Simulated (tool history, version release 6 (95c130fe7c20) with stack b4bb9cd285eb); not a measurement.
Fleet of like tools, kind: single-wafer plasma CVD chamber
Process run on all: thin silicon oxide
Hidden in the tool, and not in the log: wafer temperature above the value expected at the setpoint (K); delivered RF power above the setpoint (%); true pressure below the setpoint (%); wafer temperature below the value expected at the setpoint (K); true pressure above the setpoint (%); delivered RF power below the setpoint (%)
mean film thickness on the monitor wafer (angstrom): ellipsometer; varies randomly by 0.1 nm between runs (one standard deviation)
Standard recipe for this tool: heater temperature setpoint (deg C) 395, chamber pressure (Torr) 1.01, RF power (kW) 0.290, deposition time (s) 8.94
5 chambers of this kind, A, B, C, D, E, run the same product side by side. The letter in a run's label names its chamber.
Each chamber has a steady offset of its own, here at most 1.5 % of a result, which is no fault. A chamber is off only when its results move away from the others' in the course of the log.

| run | hour | heater temperature setpoint (deg C) | chamber pressure (Torr) | RF power (kW) | deposition time (s) | hours since the last thermocouple change | hours since the last RF generator calibration | hours since the last manometer calibration | read-back reference wafer on the same gauge, thickness_nm | mean film thickness on the monitor wafer (angstrom) |
|---|---|---|---|---|---|---|---|---|---|---|
| 1A | 9.1 | 395 | 1.01 | 0.290 | 8.94 | 622.9 | 514.7 | 488.5 | 21.732 | 194.64 |
| 2E | 19.7 | 395 | 1.01 | 0.290 | 8.94 | 2453.2 | 417.1 | 1195.1 | 21.673 | 198.94 |
| 3D | 34.9 | 395 | 1.01 | 0.290 | 8.94 | 223.8 | 657.2 | 359.0 | 21.693 | 197.24 |
| 4B | 43.4 | 395 | 1.01 | 0.290 | 8.94 | 1648.4 | 1161.5 | 197.2 | 21.669 | 195.89 |
| 5C | 59.0 | 395 | 1.01 | 0.290 | 8.94 | 2924.6 | 999.2 | 1893.5 | 21.690 | 196.47 |
|  | 62.6 | chamber C: capacitance manometer re-zeroed and calibrated |
| 6B | 69.9 | 395 | 0.91 | 0.265 | 8.94 | 1674.9 | 1188.0 | 223.7 | 21.708 | 173.72 |
| 7A | 77.1 | 395 | 0.91 | 0.265 | 8.94 | 690.9 | 582.7 | 556.5 | 21.681 | 172.71 |
| 8E | 86.3 | 395 | 0.91 | 0.265 | 8.94 | 2519.8 | 483.7 | 1261.7 | 21.716 | 177.26 |
| 9D | 99.1 | 395 | 0.91 | 0.265 | 8.94 | 288.0 | 721.4 | 423.2 | 21.684 | 175.58 |
| 10C | 115.0 | 395 | 0.91 | 0.265 | 8.94 | 2980.6 | 1055.2 | 52.4 | 21.696 | 174.68 |
| 11E | 127.5 | 395 | 1.01 | 0.290 | 8.94 | 2561.0 | 524.9 | 1302.9 | 21.743 | 198.40 |
| 12C | 135.7 | 395 | 1.01 | 0.290 | 8.94 | 3001.3 | 1075.9 | 73.1 | 21.659 | 197.84 |
| 13B | 145.0 | 395 | 1.01 | 0.325 | 8.94 | 1750.0 | 1263.1 | 298.8 | 21.694 | 207.38 |
| 14D | 161.3 | 395 | 1.01 | 0.325 | 8.94 | 350.2 | 783.6 | 485.4 | 21.664 | 208.43 |
| 15A | 173.6 | 395 | 1.01 | 0.325 | 8.94 | 787.4 | 679.2 | 653.0 | 21.713 | 205.32 |
|  | 178.7 | chamber D: RF generator calibrated |
| 16E | 182.8 | 395 | 1.01 | 0.325 | 8.94 | 2616.3 | 580.2 | 1358.2 | 21.697 | 206.77 |
| 17C | 199.0 | 395 | 1.01 | 0.325 | 8.94 | 3064.6 | 1139.2 | 136.4 | 21.695 | 207.45 |
|  | 210.3 | chamber B: RF generator calibrated |
| 18A | 211.6 | 395 | 1.01 | 0.290 | 8.94 | 825.4 | 717.2 | 691.0 | 21.715 | 191.51 |
| 19B | 219.4 | 395 | 1.25 | 0.290 | 9.78 | 1824.4 | 9.1 | 373.2 | 21.694 | 244.67 |
|  | 221.9 | chamber B: thermocouple changed; heater temperature recalibrated |
| 20D | 228.2 | 395 | 1.25 | 0.290 | 9.78 | 417.1 | 49.5 | 552.3 | 21.710 | 245.73 |
| 21A | 237.5 | 395 | 1.25 | 0.290 | 9.78 | 851.3 | 743.1 | 716.9 | 21.688 | 241.98 |
| 22B | 251.2 | 395 | 1.25 | 0.290 | 9.78 | 29.4 | 40.9 | 405.0 | 21.691 | 246.26 |
| 23E | 265.9 | 395 | 1.25 | 0.290 | 9.78 | 2699.4 | 663.3 | 1441.3 | 21.698 | 248.09 |
|  | 280.6 | chamber E: thermocouple changed; heater temperature recalibrated |
| 24C | 281.6 | 395 | 1.01 | 0.260 | 8.94 | 3147.2 | 1221.8 | 219.0 | 21.688 | 189.37 |
| 25D | 289.1 | 395 | 1.01 | 0.260 | 8.94 | 478.0 | 110.4 | 613.2 | 21.705 | 187.74 |
| 26D | 297.9 | 395 | 1.01 | 0.260 | 8.94 | 486.8 | 119.2 | 622.0 | 21.723 | 188.20 |
| 27C | 311.3 | 395 | 1.01 | 0.260 | 8.94 | 3176.9 | 1251.5 | 248.7 | 21.695 | 188.17 |
| 28A | 319.8 | 395 | 1.01 | 0.260 | 8.94 | 933.6 | 825.4 | 799.2 | 21.673 | 180.53 |
| 29B | 332.1 | 395 | 1.01 | 0.290 | 8.94 | 110.3 | 121.8 | 485.9 | 21.709 | 195.90 |
|  | 345.9 | chamber C: thermocouple changed; heater temperature recalibrated |
| 30E | 347.3 | 395 | 1.01 | 0.290 | 8.94 | 66.7 | 744.7 | 1522.7 | 21.687 | 198.71 |
| 31C | 359.8 | 401 | 1.01 | 0.290 | 8.94 | 13.9 | 1300.0 | 297.2 | 21.717 | 196.96 |
| 32A | 374.9 | 401 | 1.01 | 0.290 | 8.94 | 988.7 | 880.5 | 854.3 | 21.710 | 188.49 |
| 33B | 389.0 | 401 | 1.01 | 0.290 | 8.94 | 167.2 | 178.7 | 542.8 | 21.695 | 196.65 |
| 34D | 403.4 | 401 | 1.01 | 0.290 | 8.94 | 592.3 | 224.7 | 727.5 | 21.674 | 198.75 |
| 35E | 418.8 | 401 | 1.01 | 0.290 | 8.94 | 138.2 | 816.2 | 1594.2 | 21.697 | 196.49 |
| 36A | 434.3 | 395 | 1.01 | 0.290 | 8.94 | 1048.1 | 939.9 | 913.7 | 21.735 | 187.14 |
| 37E | 444.7 | 395 | 1.01 | 0.290 | 8.94 | 164.1 | 842.1 | 1620.1 | 21.708 | 197.65 |

Decide between three cases: one chamber stands off from its peers, the gauge reading all wafers drifts, or nothing is wrong past each chamber's small offset. Where a chamber is off, say which and what most likely put it there.

It is chamber A that slowly wanders off from its peers.
Most likely cause: true pressure below the setpoint (%) = 6.37.

Chamber A could run next with any of the 4 candidate recipes listed below; each alters the usual settings, and their results appear as question marks. Which one brings its results back in line with what the other chambers deliver on the usual settings?
To be in line, a result may differ from the other chambers' mean on the usual settings by at most: mean film thickness on the monitor wafer (angstrom) 3.60
| 38A-1 | 456.6 | 395 | 1.04 | 0.295 | 9.18 |  |  |  |  | ? |
| 38A-2 | 456.6 | 395 | 1.01 | 0.280 | 8.04 |  |  |  |  | ? |
| 38A-3 | 456.6 | 395 | 0.95 | 0.285 | 8.94 |  |  |  |  | ? |
| 38A-4 | 456.6 | 395 | 1.09 | 0.295 | 9.48 |  |  |  |  | ? |

On the usual settings, the other chambers give on average: mean film thickness on the monitor wafer (angstrom) 197.43
| run | mean film thickness on the monitor wafer (angstrom) |
|---|---|
| 38A-1 | 197.80 |
| 38A-2 | 165.36 |
| 38A-3 | 175.82 |
| 38A-4 | 210.81 |
38A-1 is the one that brings the chamber's results back in line with the other chambers.
